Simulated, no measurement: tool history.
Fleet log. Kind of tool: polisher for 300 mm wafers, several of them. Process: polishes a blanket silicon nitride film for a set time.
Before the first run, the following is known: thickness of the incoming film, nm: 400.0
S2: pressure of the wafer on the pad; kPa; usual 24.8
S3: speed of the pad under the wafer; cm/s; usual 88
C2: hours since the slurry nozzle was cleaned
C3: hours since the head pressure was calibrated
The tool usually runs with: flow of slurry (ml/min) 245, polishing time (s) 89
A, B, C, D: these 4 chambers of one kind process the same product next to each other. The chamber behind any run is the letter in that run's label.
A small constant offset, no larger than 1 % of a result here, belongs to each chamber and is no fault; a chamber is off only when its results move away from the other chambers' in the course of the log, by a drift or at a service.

Run 1C, hour 7.2: usual settings; wafers polished on this pad 257; C2 783; C3 69.9. Result: film removed (nm) 162.59.
Run 2B, hour 15.5: usual settings; wafers polished on this pad 667; C2 312.1; C3 16.4. Result: film removed (nm) 164.06.
At hour 16: chamber D: worn pad replaced by a new one.
Run 3D, hour 30.4: usual settings; wafers polished on this pad 86; C2 80.6; C3 515.9. Result: film removed (nm) 165.06.
At hour 34.5: chamber A: worn pad replaced by a new one.
Run 4A, hour 37.2: usual settings; wafers polished on this pad 16; C2 311.4; C3 216. Result: film removed (nm) 162.46.
Run 5B, hour 46.1: usual settings; wafers polished on this pad 849; C2 342.7; C3 47. Result: film removed (nm) 162.57.
Run 6C, hour 60.5: usual settings; wafers polished on this pad 575; C2 836.3; C3 123.2. Result: film removed (nm) 165.65.
Run 7A, hour 71.5: usual settings; wafers polished on this pad 221; C2 345.7; C3 250.3. Result: film removed (nm) 163.48.
Run 8D, hour 83: usual settings; wafers polished on this pad 400; C2 133.2; C3 568.5. Result: film removed (nm) 164.04.
At hour 84: chamber B: slurry nozzle cleaned.
At hour 89.9: chamber B: worn pad replaced by a new one.
At hour 93.9: chamber C: worn pad replaced by a new one.
Run 9D, hour 94.9: usual settings; wafers polished on this pad 471; C2 145.1; C3 580.4. Result: film removed (nm) 164.4.
Run 10B, hour 107.7: usual settings; wafers polished on this pad 106; C2 23.8; C3 108.6. Result: film removed (nm) 163.76.
Run 11A, hour 116.9: usual settings; wafers polished on this pad 492; C2 391.1; C3 295.7. Result: film removed (nm) 161.
Run 12C, hour 127.1: usual settings; wafers polished on this pad 198; C2 902.9; C3 189.8. Result: film removed (nm) 163.61.
At hour 135.3: chamber C: slurry nozzle cleaned.
Run 13B, hour 139.3: usual settings but S2 29.6 kPa; wafers polished on this pad 295; C2 55.4; C3 140.2. Result: film removed (nm) 194.48.
Run 14D, hour 147.1: usual settings but S2 29.6 kPa; wafers polished on this pad 783; C2 197.3; C3 632.6. Result: film removed (nm) 193.43.
Run 15A, hour 159.9: usual settings but S2 29.6 kPa; wafers polished on this pad 749; C2 434.1; C3 338.7. Result: film removed (nm) 195.88.
Run 16C, hour 168: usual settings but S2 29.6 kPa; wafers polished on this pad 442; C2 32.7; C3 230.7. Result: film removed (nm) 194.94.
Run 17A, hour 176.4: usual settings but polishing time (s) 59; wafers polished on this pad 847; C2 450.6; C3 355.2. Result: film removed (nm) 108.03.
Run 18C, hour 188.6: usual settings but polishing time (s) 59; wafers polished on this pad 565; C2 53.3; C3 251.3. Result: film removed (nm) 108.58.
Run 19D, hour 198.9: usual settings but polishing time (s) 59; wafers polished on this pad 1092; C2 249.1; C3 684.4. Result: film removed (nm) 109.37.
Run 20B, hour 208.6: usual settings but polishing time (s) 59; wafers polished on this pad 708; C2 124.7; C3 209.5. Result: film removed (nm) 108.42.
At hour 209: chamber D: slurry nozzle cleaned.
At hour 216.7: chamber D: worn pad replaced by a new one.
Run 21C, hour 223.6: usual settings; wafers polished on this pad 774; C2 88.3; C3 286.3. Result: film removed (nm) 163.46.
At hour 226.8: chamber A: worn pad replaced by a new one.
Run 22D, hour 231.6: usual settings but flow of slurry (ml/min) 185, polishing time (s) 72; wafers polished on this pad 89; C2 22.6; C3 717.1. Result: film removed (nm) 127.15.
At hour 238.2: chamber A: slurry nozzle cleaned.
Run 23A, hour 243.4: usual settings but flow of slurry (ml/min) 185, polishing time (s) 72; wafers polished on this pad 99; C2 5.3; C3 422.2. Result: film removed (nm) 128.82.
At hour 246.2: chamber B: worn pad replaced by a new one.
Run 24B, hour 250.2: usual settings but flow of slurry (ml/min) 185, polishing time (s) 72; wafers polished on this pad 24; C2 166.3; C3 251.1. Result: film removed (nm) 129.25.
Run 25B, hour 260.2: usual settings but flow of slurry (ml/min) 185, polishing time (s) 72; wafers polished on this pad 84; C2 176.3; C3 261.1. Result: film removed (nm) 126.14.
At hour 264.1: chamber C: worn pad replaced by a new one.
Run 26A, hour 269.7: usual settings; wafers polished on this pad 256; C2 31.6; C3 448.5. Result: film removed (nm) 160.56.
Run 27C, hour 280.4: usual settings but S2 27.6 kPa; wafers polished on this pad 97; C2 145.1; C3 343.1. Result: film removed (nm) 181.03.
Run 28D, hour 286.9: usual settings but S2 27.6 kPa; wafers polished on this pad 419; C2 77.9; C3 772.4. Result: film removed (nm) 181.57.
Run 29D, hour 297.9: usual settings but S2 27.6 kPa; wafers polished on this pad 485; C2 88.9; C3 783.4. Result: film removed (nm) 182.82.
At hour 306.2: chamber D: head pressure recalibrated.
Run 30B, hour 309.3: usual settings but S2 27.6 kPa; wafers polished on this pad 377; C2 225.4; C3 310.2. Result: film removed (nm) 182.89.
Run 31C, hour 318.1: usual settings; wafers polished on this pad 322; C2 182.8; C3 380.8. Result: film removed (nm) 162.84.
Run 32A, hour 328: usual settings; wafers polished on this pad 604; C2 89.9; C3 506.8. Result: film removed (nm) 162.63.
Run 33D, hour 338.9: usual settings; wafers polished on this pad 730; C2 129.9; C3 32.8. Result: film removed (nm) 165.33.
At hour 351.9: chamber B: head pressure recalibrated.
Run 34B, hour 351.9: usual settings; wafers polished on this pad 631; C2 268; C3 0. Result: film removed (nm) 161.86.
Run 35C, hour 363.8: usual settings; wafers polished on this pad 595; C2 228.5; C3 426.5. Result: film removed (nm) 163.53.
Run 36A, hour 370.9: usual settings; wafers polished on this pad 860; C2 132.8; C3 549.7. Result: film removed (nm) 164.19.
Run 37A, hour 383.4: usual settings; wafers polished on this pad 935; C2 145.3; C3 562.2. Result: film removed (nm) 162.61.
Run 38B, hour 396.9: usual settings; wafers polished on this pad 900; C2 313; C3 45. Result: film removed (nm) 164.47.

All 4 chambers run these settings next. Forecast each chamber's results:
Run 39A, hour 407.7: usual settings. Result: film removed (nm) ?.
Run 39B, hour 407.7: usual settings. Result: film removed (nm) ?.
Run 39C, hour 407.7: usual settings. Result: film removed (nm) ?.
Run 39D, hour 407.7: usual settings. Result: film removed (nm) ?.

run  film removed (nm)
39A             162.83
39B             162.38
39C             164.57
39D             164.43
